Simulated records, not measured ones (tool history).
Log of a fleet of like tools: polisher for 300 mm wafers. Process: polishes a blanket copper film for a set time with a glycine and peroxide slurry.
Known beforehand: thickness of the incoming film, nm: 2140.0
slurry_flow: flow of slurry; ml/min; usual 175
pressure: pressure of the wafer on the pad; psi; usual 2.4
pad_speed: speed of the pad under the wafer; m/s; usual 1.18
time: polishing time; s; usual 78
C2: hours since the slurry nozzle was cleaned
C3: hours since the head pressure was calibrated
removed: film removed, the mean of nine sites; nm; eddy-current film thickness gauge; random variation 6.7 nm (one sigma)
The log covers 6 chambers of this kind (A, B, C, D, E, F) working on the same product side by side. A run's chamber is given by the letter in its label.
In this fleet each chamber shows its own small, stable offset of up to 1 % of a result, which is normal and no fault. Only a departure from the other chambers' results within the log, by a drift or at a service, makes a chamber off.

run 1D hour=6.4 | slurry_flow=175 pressure=2.4 pad_speed=1.18 time=78 | wafers_polished_on_this_pad=634 C2=33.4 C3=1285.1 | removed=521.43
run 2E hour=19.4 | slurry_flow=175 pressure=2.4 pad_speed=1.18 time=78 | wafers_polished_on_this_pad=412 C2=685.9 C3=345.4 | removed=492.96
-- hour=20.9 chamber D: worn pad replaced by a new one
run 3F hour=28.7 | slurry_flow=175 pressure=2.4 pad_speed=1.18 time=78 | wafers_polished_on_this_pad=900 C2=215.3 C3=165.1 | removed=493.32
run 4A hour=36.8 | slurry_flow=175 pressure=2.4 pad_speed=1.18 time=78 | wafers_polished_on_this_pad=978 C2=269.5 C3=277.0 | removed=498.80
-- hour=43.0 chamber B: worn pad replaced by a new one
run 5B hour=45.7 | slurry_flow=175 pressure=2.4 pad_speed=1.18 time=78 | wafers_polished_on_this_pad=25 C2=426.1 C3=104.9 | removed=502.60
-- hour=49.4 chamber A: worn pad replaced by a new one
run 6C hour=54.0 | slurry_flow=175 pressure=2.4 pad_speed=1.18 time=78 | wafers_polished_on_this_pad=779 C2=388.1 C3=176.4 | removed=510.07
-- hour=61.2 chamber E: head pressure recalibrated
-- hour=66.2 chamber C: worn pad replaced by a new one
run 7F hour=66.9 | slurry_flow=175 pressure=2.4 pad_speed=1.18 time=78 | wafers_polished_on_this_pad=1260 C2=253.5 C3=203.3 | removed=486.08
-- hour=73.0 chamber E: worn pad replaced by a new one
run 8D hour=76.2 | slurry_flow=175 pressure=2.4 pad_speed=1.18 time=78 | wafers_polished_on_this_pad=521 C2=103.2 C3=1354.9 | removed=495.37
run 9A hour=87.8 | slurry_flow=175 pressure=2.4 pad_speed=1.18 time=78 | wafers_polished_on_this_pad=362 C2=320.5 C3=328.0 | removed=503.95
-- hour=93.7 chamber F: worn pad replaced by a new one
-- hour=95.4 chamber D: worn pad replaced by a new one
run 10C hour=98.2 | slurry_flow=175 pressure=2.4 pad_speed=1.18 time=78 | wafers_polished_on_this_pad=302 C2=432.3 C3=220.6 | removed=494.95
run 11B hour=106.5 | slurry_flow=175 pressure=2.4 pad_speed=1.18 time=78 | wafers_polished_on_this_pad=599 C2=486.9 C3=165.7 | removed=511.59
-- hour=115.5 chamber E: slurry nozzle cleaned
run 12E hour=120.5 | slurry_flow=175 pressure=2.4 pad_speed=1.18 time=78 | wafers_polished_on_this_pad=448 C2=5.0 C3=59.3 | removed=504.14
-- hour=122.2 chamber D: head pressure recalibrated
run 13C hour=133.6 | slurry_flow=210 pressure=2.4 pad_speed=1.04 time=78 | wafers_polished_on_this_pad=636 C2=467.7 C3=256.0 | removed=466.05
-- hour=136.8 chamber B: worn pad replaced by a new one
run 14E hour=144.1 | slurry_flow=210 pressure=2.4 pad_speed=1.04 time=78 | wafers_polished_on_this_pad=670 C2=28.6 C3=82.9 | removed=471.53
-- hour=150.4 chamber C: worn pad replaced by a new one
run 15D hour=152.0 | slurry_flow=210 pressure=2.4 pad_speed=1.04 time=78 | wafers_polished_on_this_pad=534 C2=179.0 C3=29.8 | removed=475.93
-- hour=152.3 chamber E: worn pad replaced by a new one
run 16A hour=159.3 | slurry_flow=210 pressure=2.4 pad_speed=1.04 time=78 | wafers_polished_on_this_pad=1036 C2=392.0 C3=399.5 | removed=461.09
run 17B hour=169.6 | slurry_flow=210 pressure=2.4 pad_speed=1.04 time=78 | wafers_polished_on_this_pad=309 C2=550.0 C3=228.8 | removed=467.78
-- hour=170.0 chamber D: worn pad replaced by a new one
-- hour=172.5 chamber A: worn pad replaced by a new one
run 18F hour=176.5 | slurry_flow=210 pressure=2.4 pad_speed=1.04 time=78 | wafers_polished_on_this_pad=780 C2=363.1 C3=312.9 | removed=464.73
-- hour=176.9 chamber A: head pressure recalibrated
run 19A hour=189.9 | slurry_flow=175 pressure=2.4 pad_speed=1.18 time=78 | wafers_polished_on_this_pad=164 C2=422.6 C3=13.0 | removed=494.09
-- hour=196.7 chamber F: slurry nozzle cleaned
run 20C hour=202.0 | slurry_flow=175 pressure=2.4 pad_speed=1.18 time=78 | wafers_polished_on_this_pad=486 C2=536.1 C3=324.4 | removed=501.96
run 21F hour=215.2 | slurry_flow=175 pressure=2.4 pad_speed=1.18 time=78 | wafers_polished_on_this_pad=1145 C2=18.6 C3=351.6 | removed=492.75
run 22D hour=225.3 | slurry_flow=175 pressure=2.4 pad_speed=1.18 time=78 | wafers_polished_on_this_pad=521 C2=252.3 C3=103.1 | removed=504.52
-- hour=226.0 chamber B: worn pad replaced by a new one
run 23E hour=235.2 | slurry_flow=175 pressure=2.4 pad_speed=1.18 time=78 | wafers_polished_on_this_pad=782 C2=119.7 C3=174.0 | removed=511.68
-- hour=237.4 chamber E: worn pad replaced by a new one
-- hour=242.4 chamber C: worn pad replaced by a new one
-- hour=244.6 chamber D: worn pad replaced by a new one
run 24B hour=248.5 | slurry_flow=175 pressure=2.4 pad_speed=1.18 time=78 | wafers_polished_on_this_pad=212 C2=628.9 C3=307.7 | removed=507.32
run 25D hour=259.1 | slurry_flow=175 pressure=2.4 pad_speed=1.18 time=78 | wafers_polished_on_this_pad=136 C2=286.1 C3=136.9 | removed=491.68
-- hour=259.5 chamber F: worn pad replaced by a new one
run 26F hour=269.8 | slurry_flow=210 pressure=1.9 pad_speed=1.18 time=78 | wafers_polished_on_this_pad=97 C2=73.2 C3=406.2 | removed=419.43
run 27E hour=276.7 | slurry_flow=210 pressure=1.9 pad_speed=1.18 time=78 | wafers_polished_on_this_pad=371 C2=161.2 C3=215.5 | removed=426.91
run 28C hour=285.1 | slurry_flow=210 pressure=1.9 pad_speed=1.18 time=78 | wafers_polished_on_this_pad=402 C2=619.2 C3=407.5 | removed=424.23
run 29A hour=292.2 | slurry_flow=210 pressure=1.9 pad_speed=1.18 time=78 | wafers_polished_on_this_pad=1128 C2=524.9 C3=115.3 | removed=431.15
-- hour=304.5 chamber A: worn pad replaced by a new one
run 30B hour=304.6 | slurry_flow=210 pressure=1.9 pad_speed=1.18 time=78 | wafers_polished_on_this_pad=741 C2=685.0 C3=363.8 | removed=423.58
-- hour=310.5 chamber D: worn pad replaced by a new one
run 31B hour=313.7 | slurry_flow=210 pressure=1.9 pad_speed=1.18 time=78 | wafers_polished_on_this_pad=827 C2=694.1 C3=372.9 | removed=427.99
run 32F hour=321.6 | slurry_flow=175 pressure=2.4 pad_speed=1.48 time=78 | wafers_polished_on_this_pad=586 C2=125.0 C3=458.0 | removed=613.51
-- hour=333.0 chamber C: worn pad replaced by a new one
run 33A hour=333.8 | slurry_flow=175 pressure=2.4 pad_speed=1.48 time=78 | wafers_polished_on_this_pad=277 C2=566.5 C3=156.9 | removed=609.70
-- hour=334.7 chamber E: worn pad replaced by a new one
run 34E hour=347.3 | slurry_flow=175 pressure=2.4 pad_speed=1.48 time=78 | wafers_polished_on_this_pad=118 C2=231.8 C3=286.1 | removed=597.04
run 35D hour=358.0 | slurry_flow=175 pressure=2.4 pad_speed=1.48 time=78 | wafers_polished_on_this_pad=447 C2=385.0 C3=235.8 | removed=594.36
run 36C hour=366.4 | slurry_flow=175 pressure=2.4 pad_speed=1.48 time=78 | wafers_polished_on_this_pad=315 C2=700.5 C3=488.8 | removed=615.22
run 37E hour=380.1 | slurry_flow=175 pressure=2.4 pad_speed=1.48 time=78 | wafers_polished_on_this_pad=428 C2=264.6 C3=318.9 | removed=605.83

Predict what each chamber gives when all 6 of them run the settings below next.
run 38A hour=390.3 | slurry_flow=175 pressure=2.4 pad_speed=1.18 time=67 | removed=?
run 38B hour=390.3 | slurry_flow=175 pressure=2.4 pad_speed=1.18 time=67 | removed=?
run 38C hour=390.3 | slurry_flow=175 pressure=2.4 pad_speed=1.18 time=67 | removed=?
run 38D hour=390.3 | slurry_flow=175 pressure=2.4 pad_speed=1.18 time=67 | removed=?
run 38E hour=390.3 | slurry_flow=175 pressure=2.4 pad_speed=1.18 time=67 | removed=?
run 38F hour=390.3 | slurry_flow=175 pressure=2.4 pad_speed=1.18 time=67 | removed=?

run=38A removed=431.99
run=38B removed=425.22
run=38C removed=434.74
run=38D removed=421.48
run=38E removed=432.19
run=38F removed=424.52
